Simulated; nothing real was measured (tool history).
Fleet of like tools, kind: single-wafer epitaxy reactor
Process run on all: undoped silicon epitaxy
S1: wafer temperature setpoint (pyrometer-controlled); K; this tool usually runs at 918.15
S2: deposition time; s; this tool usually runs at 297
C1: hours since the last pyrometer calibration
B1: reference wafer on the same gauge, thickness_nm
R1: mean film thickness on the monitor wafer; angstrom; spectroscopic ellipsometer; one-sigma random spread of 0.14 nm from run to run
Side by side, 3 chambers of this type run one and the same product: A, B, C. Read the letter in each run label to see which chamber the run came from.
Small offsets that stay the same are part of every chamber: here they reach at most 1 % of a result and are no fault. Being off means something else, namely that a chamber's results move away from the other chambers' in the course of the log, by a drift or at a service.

run,hour,S1,S2,C1,B1,R1
1C,2.6,918.15,297,1007.5,52.301,448.51
2A,6.2,918.15,297,1035.5,52.332,449.70
3B,9.7,918.15,297,808.2,52.314,446.26
4A,12.6,918.15,297,1041.9,52.325,451.08
5C,17.0,918.15,297,1021.9,52.325,447.77
6B,20.7,918.15,297,819.2,52.304,443.56
7B,23.7,918.15,297,822.2,52.299,444.32
8A,26.9,918.15,297,1056.2,52.308,451.53
9C,30.1,904.15,297,1035.0,52.329,327.06
10A,33.9,904.15,297,1063.2,52.334,328.77
11C,38.4,904.15,297,1043.3,52.312,330.75
12B,41.8,918.15,297,840.3,52.278,446.52
13A,45.0,918.15,297,1074.3,52.292,449.16
14B,49.6,918.15,297,848.1,52.355,444.96
15C,53.9,918.15,297,1058.8,52.301,454.81
16A,57.8,918.15,297,1087.1,52.319,449.61
17B,60.7,918.15,297,859.2,52.335,444.11
18C,65.1,918.15,297,1070.0,52.329,457.82
19A,68.7,918.15,297,1098.0,52.290,447.99
20C,71.3,918.15,297,1076.2,52.276,459.19
21B,75.8,918.15,297,874.3,52.342,441.63
22B,80.1,918.15,297,878.6,52.308,443.82
23A,83.0,918.15,297,1112.3,52.309,448.78
24C,85.9,929.15,316,1090.8,52.333,626.77

What goes on in this fleet: one chamber off, a drifting gauge, or nothing beyond the chambers' own small offsets? Name the chamber and the cause, if any.

Little by little, chamber C moves away from the other chambers.
Cause: wafer temperature above the value expected at the setpoint (K) = 1.47.

Which of the 4 candidates below, each the usual settings with something changed and its results left as question marks, puts chamber C back in line with what the other chambers give on the usual settings?
In line here means within this much of the mean the other chambers give on the usual settings: R1 5.00 angstrom
25C-1,89.2,919.15,300,,,?
25C-2,89.2,917.15,294,,,?
25C-3,89.2,920.15,302,,,?
25C-4,89.2,916.15,292,,,?

Mean of the other chambers on the usual settings: R1 446.97 angstrom
run,R1
25C-1,476.67
25C-2,446.78
25C-3,490.61
25C-4,433.94
25C-2 is the one that brings the chamber's results back in line with the other chambers.

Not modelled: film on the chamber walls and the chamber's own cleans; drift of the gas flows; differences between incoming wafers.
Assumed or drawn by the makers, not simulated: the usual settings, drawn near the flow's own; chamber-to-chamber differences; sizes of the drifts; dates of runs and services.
